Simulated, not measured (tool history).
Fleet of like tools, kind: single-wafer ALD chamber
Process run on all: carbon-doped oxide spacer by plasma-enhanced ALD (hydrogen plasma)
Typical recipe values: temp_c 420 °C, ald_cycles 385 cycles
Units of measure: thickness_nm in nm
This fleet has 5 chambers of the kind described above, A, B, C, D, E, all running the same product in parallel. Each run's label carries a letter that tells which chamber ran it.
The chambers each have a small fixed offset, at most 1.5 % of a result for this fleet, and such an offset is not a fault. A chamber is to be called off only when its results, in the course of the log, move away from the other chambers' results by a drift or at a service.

run    day  temp_c  ald_cycles  hours since the last thermocouple change  read-back reference wafer on the same gauge, thickness_nm  thickness_nm
 1B  0.221     420         385                                    1869.5                                                     19.699        18.269
 2D  0.362     420         385                                     682.9                                                     19.692        18.043
 3E  0.500     420         385                                     798.2                                                     19.695        17.977
 4C  0.679     420         385                                     418.4                                                     19.680        18.281
 5A  0.925     420         341                                     147.3                                                     19.691        16.130
 6A  1.175     420         341                                     153.3                                                     19.678        16.112
 7E  1.442     420         341                                     820.8                                                     19.672        15.895
 8D  1.721     420         341                                     715.5                                                     19.672        15.960
 9B  2.000     420         341                                    1912.2                                                     19.667        16.142
10C  2.167     420         385                                     454.1                                                     19.662        18.251
11B  2.396     420         385                                    1921.7                                                     19.658        18.227
12A  2.558     420         385                                     186.5                                                     19.654        18.196
13D  2.746     420         385                                     740.1                                                     19.650        18.080
14E  2.900     420         385                                     855.8                                                     19.648        17.961
15C  3.175     420         385                                     478.3                                                     19.647        18.239
16D  3.333     420         385                                     754.2                                                     19.639        18.042
17B  3.467     420         385                                    1947.4                                                     19.642        18.210
18A  3.617     414         446                                     211.9                                                     19.631        21.418
19E  3.829     414         446                                     878.1                                                     19.632        21.173
20C  4.125     414         446                                     501.1                                                     19.628        21.499
21A  4.333     414         446                                     229.1                                                     19.623        21.429
22B  4.575     414         446                                    1974.0                                                     19.619        21.513
23C  4.762     420         385                                     516.4                                                     19.621        18.239
24E  5.008     420         385                                     906.4                                                     19.618        17.903
25D  5.258     420         385                                     800.4                                                     19.617        18.039
26C  5.550     420         385                                     535.3                                                     19.602        18.211
27E  5.833     407         343                                     926.2                                                     19.606        16.648
28B  6.104     407         343                                    2010.7                                                     19.597        16.830
29D  6.367     407         343                                     827.0                                                     19.591        16.692
30A  6.558     407         343                                     282.5                                                     19.586        16.848

Predict what each chamber gives when all 5 of them run the settings below next.
31A  6.775     420         385                                                                                                                  ?
31B  6.775     420         385                                                                                                                  ?
31C  6.775     420         385                                                                                                                  ?
31D  6.775     420         385                                                                                                                  ?
31E  6.775     420         385                                                                                                                  ?

run  thickness_nm
31A        18.103
31B        18.149
31C        18.145
31D        17.987
31E        17.854
